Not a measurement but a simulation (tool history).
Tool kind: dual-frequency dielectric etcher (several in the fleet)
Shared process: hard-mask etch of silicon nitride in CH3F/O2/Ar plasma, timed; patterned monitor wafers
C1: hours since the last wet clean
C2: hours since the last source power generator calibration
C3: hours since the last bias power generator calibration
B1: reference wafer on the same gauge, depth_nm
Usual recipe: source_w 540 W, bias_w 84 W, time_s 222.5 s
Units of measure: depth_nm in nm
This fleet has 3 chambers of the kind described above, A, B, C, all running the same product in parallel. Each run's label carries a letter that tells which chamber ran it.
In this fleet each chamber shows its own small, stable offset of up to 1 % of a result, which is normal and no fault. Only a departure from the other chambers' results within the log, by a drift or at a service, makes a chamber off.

{"run": "1B", "hour": 14.1, "source_w": 540, "bias_w": 84, "time_s": 222.5, "C1": 250.3, "C2": 1097.9, "C3": 123.4, "B1": 160.05, "depth_nm": 182.22}
{"run": "2A", "hour": 20.4, "source_w": 540, "bias_w": 84, "time_s": 222.5, "C1": 248.3, "C2": 2232.5, "C3": 1143.3, "B1": 160.07, "depth_nm": 184.93}
{"run": "3C", "hour": 26.9, "source_w": 540, "bias_w": 84, "time_s": 222.5, "C1": 439.2, "C2": 232.7, "C3": 693.3, "B1": 160.06, "depth_nm": 184.25}
{"run": "4C", "hour": 38.3, "source_w": 540, "bias_w": 84, "time_s": 222.5, "C1": 450.6, "C2": 244.1, "C3": 704.7, "B1": 160, "depth_nm": 185.52}
{"run": "5B", "hour": 52.5, "source_w": 540, "bias_w": 84, "time_s": 222.5, "C1": 288.7, "C2": 1136.3, "C3": 161.8, "B1": 159.88, "depth_nm": 182.33}
{"run": "6A", "hour": 59.8, "source_w": 540, "bias_w": 84, "time_s": 222.5, "C1": 287.7, "C2": 2271.9, "C3": 1182.7, "B1": 159.96, "depth_nm": 185.05}
{"run": "7C", "hour": 74.2, "source_w": 540, "bias_w": 84, "time_s": 222.5, "C1": 486.5, "C2": 280, "C3": 740.6, "B1": 159.91, "depth_nm": 185.26}
{"run": "8A", "hour": 82.7, "source_w": 540, "bias_w": 84, "time_s": 222.5, "C1": 310.6, "C2": 2294.8, "C3": 1205.6, "B1": 159.97, "depth_nm": 184.48}
{"run": "9B", "hour": 96.5, "source_w": 540, "bias_w": 84, "time_s": 222.5, "C1": 332.7, "C2": 1180.3, "C3": 205.8, "B1": 160.06, "depth_nm": 182.04}
{"run": "10A", "hour": 108.4, "source_w": 540, "bias_w": 84, "time_s": 222.5, "C1": 336.3, "C2": 2320.5, "C3": 1231.3, "B1": 160.04, "depth_nm": 185.24}
{"run": "11B", "hour": 116.5, "source_w": 540, "bias_w": 84, "time_s": 222.5, "C1": 352.7, "C2": 1200.3, "C3": 225.8, "B1": 160.01, "depth_nm": 182.56}
{"hour": 119.3, "done": "chamber C: wet clean of the chamber"}
{"run": "12C", "hour": 124.4, "source_w": 640, "bias_w": 66, "time_s": 222.5, "C1": 5.2, "C2": 330.2, "C3": 790.8, "B1": 159.98, "depth_nm": 181.37}
{"run": "13C", "hour": 130.7, "source_w": 640, "bias_w": 66, "time_s": 222.5, "C1": 11.5, "C2": 336.5, "C3": 797.1, "B1": 160.06, "depth_nm": 182.92}
{"run": "14B", "hour": 139.8, "source_w": 640, "bias_w": 66, "time_s": 222.5, "C1": 376, "C2": 1223.6, "C3": 249.1, "B1": 160.1, "depth_nm": 179.95}
{"run": "15A", "hour": 150.0, "source_w": 540, "bias_w": 84, "time_s": 222.5, "C1": 377.9, "C2": 2362.1, "C3": 1272.9, "B1": 159.97, "depth_nm": 184.91}
{"run": "16B", "hour": 160.3, "source_w": 540, "bias_w": 84, "time_s": 254, "C1": 396.5, "C2": 1244.1, "C3": 269.6, "B1": 159.95, "depth_nm": 206.97}
{"run": "17A", "hour": 166.6, "source_w": 540, "bias_w": 84, "time_s": 254, "C1": 394.5, "C2": 2378.7, "C3": 1289.5, "B1": 159.93, "depth_nm": 211.03}
{"run": "18C", "hour": 177.2, "source_w": 540, "bias_w": 84, "time_s": 254, "C1": 58, "C2": 383, "C3": 843.6, "B1": 160.02, "depth_nm": 212.14}
{"run": "19A", "hour": 184.5, "source_w": 540, "bias_w": 84, "time_s": 179, "C1": 412.4, "C2": 2396.6, "C3": 1307.4, "B1": 160.09, "depth_nm": 149.15}
{"run": "20B", "hour": 194.8, "source_w": 540, "bias_w": 84, "time_s": 179, "C1": 431, "C2": 1278.6, "C3": 304.1, "B1": 159.95, "depth_nm": 147.19}
{"hour": 199.5, "done": "chamber A: wet clean of the chamber"}
{"run": "21C", "hour": 202.9, "source_w": 540, "bias_w": 84, "time_s": 179, "C1": 83.7, "C2": 408.7, "C3": 869.3, "B1": 160.05, "depth_nm": 148.72}
{"run": "22B", "hour": 210.6, "source_w": 540, "bias_w": 84, "time_s": 222.5, "C1": 446.8, "C2": 1294.4, "C3": 319.9, "B1": 159.85, "depth_nm": 182.44}
{"run": "23C", "hour": 223.0, "source_w": 540, "bias_w": 74, "time_s": 165.5, "C1": 103.8, "C2": 428.8, "C3": 889.4, "B1": 160.06, "depth_nm": 131.38}
{"run": "24A", "hour": 232.3, "source_w": 540, "bias_w": 74, "time_s": 165.5, "C1": 32.8, "C2": 2444.4, "C3": 1355.2, "B1": 160.01, "depth_nm": 127.23}
{"run": "25B", "hour": 242.7, "source_w": 540, "bias_w": 74, "time_s": 165.5, "C1": 478.9, "C2": 1326.5, "C3": 352, "B1": 160.03, "depth_nm": 129.22}
{"run": "26A", "hour": 253.2, "source_w": 540, "bias_w": 84, "time_s": 222.5, "C1": 53.7, "C2": 2465.3, "C3": 1376.1, "B1": 160, "depth_nm": 178}
{"run": "27C", "hour": 265.1, "source_w": 540, "bias_w": 84, "time_s": 222.5, "C1": 145.9, "C2": 470.9, "C3": 931.5, "B1": 159.99, "depth_nm": 184.3}
{"run": "28A", "hour": 272.7, "source_w": 540, "bias_w": 84, "time_s": 222.5, "C1": 73.2, "C2": 2484.8, "C3": 1395.6, "B1": 159.95, "depth_nm": 178.47}
{"run": "29B", "hour": 281.5, "source_w": 630, "bias_w": 84, "time_s": 162.5, "C1": 517.7, "C2": 1365.3, "C3": 390.8, "B1": 159.91, "depth_nm": 140.31}
{"run": "30C", "hour": 288.6, "source_w": 630, "bias_w": 84, "time_s": 162.5, "C1": 169.4, "C2": 494.4, "C3": 955, "B1": 160.03, "depth_nm": 142.32}
{"run": "31C", "hour": 296.2, "source_w": 630, "bias_w": 84, "time_s": 162.5, "C1": 177, "C2": 502, "C3": 962.6, "B1": 159.92, "depth_nm": 143.33}
{"run": "32B", "hour": 302.9, "source_w": 540, "bias_w": 84, "time_s": 222.5, "C1": 539.1, "C2": 1386.7, "C3": 412.2, "B1": 160.06, "depth_nm": 182.58}
{"run": "33A", "hour": 315.0, "source_w": 540, "bias_w": 84, "time_s": 254, "C1": 115.5, "C2": 2527.1, "C3": 1437.9, "B1": 159.94, "depth_nm": 204.5}
{"run": "34C", "hour": 322.4, "source_w": 540, "bias_w": 84, "time_s": 254, "C1": 203.2, "C2": 528.2, "C3": 988.8, "B1": 159.95, "depth_nm": 210.52}
{"run": "35A", "hour": 329.0, "source_w": 540, "bias_w": 84, "time_s": 254, "C1": 129.5, "C2": 2541.1, "C3": 1451.9, "B1": 159.99, "depth_nm": 203.63}
{"run": "36B", "hour": 339.7, "source_w": 540, "bias_w": 84, "time_s": 222.5, "C1": 575.9, "C2": 1423.5, "C3": 449, "B1": 160.02, "depth_nm": 182.44}
{"hour": 342.7, "done": "chamber B: wet clean of the chamber"}
{"run": "37A", "hour": 348.0, "source_w": 620, "bias_w": 84, "time_s": 222.5, "C1": 148.5, "C2": 2560.1, "C3": 1470.9, "B1": 159.94, "depth_nm": 189.07}
{"run": "38C", "hour": 354.4, "source_w": 620, "bias_w": 84, "time_s": 222.5, "C1": 235.2, "C2": 560.2, "C3": 1020.8, "B1": 159.97, "depth_nm": 194.39}
{"run": "39B", "hour": 366.6, "source_w": 620, "bias_w": 84, "time_s": 222.5, "C1": 24, "C2": 1450.4, "C3": 475.9, "B1": 160.15, "depth_nm": 192.73}
{"run": "40C", "hour": 375.2, "source_w": 540, "bias_w": 84, "time_s": 222.5, "C1": 256, "C2": 581, "C3": 1041.6, "B1": 160.03, "depth_nm": 184.18}

What goes on in this fleet: one chamber off, a drifting gauge, or nothing beyond the chambers' own small offsets? Name the chamber and the cause, if any.

After it was serviced, chamber A no longer matches the other chambers.
Most likely cause: etch rate under this chamber's usual, % = 3.31.

Below are 4 candidate recipes for chamber A's next run, each the usual settings with a change, their results shown as question marks. Which of them brings A's results back in line with what the other chambers give on the usual settings?
In-line tolerance around the mean of the other chambers on the usual settings: depth_nm 1.8 nm
{"run": "41A-1", "hour": 385.6, "source_w": 540, "bias_w": 84, "time_s": 220.5, "depth_nm": "?"}
{"run": "41A-2", "hour": 385.6, "source_w": 540, "bias_w": 84, "time_s": 228, "depth_nm": "?"}
{"run": "41A-3", "hour": 385.6, "source_w": 540, "bias_w": 77, "time_s": 222.5, "depth_nm": "?"}
{"run": "41A-4", "hour": 385.6, "source_w": 540, "bias_w": 84, "time_s": 224.5, "depth_nm": "?"}

What the other chambers average on the usual settings: depth_nm 183.83 nm
run=41A-1 depth_nm=177.39
run=41A-2 depth_nm=183.42
run=41A-3 depth_nm=173.67
run=41A-4 depth_nm=180.61
It is 41A-2 that realigns the chamber with its peers.
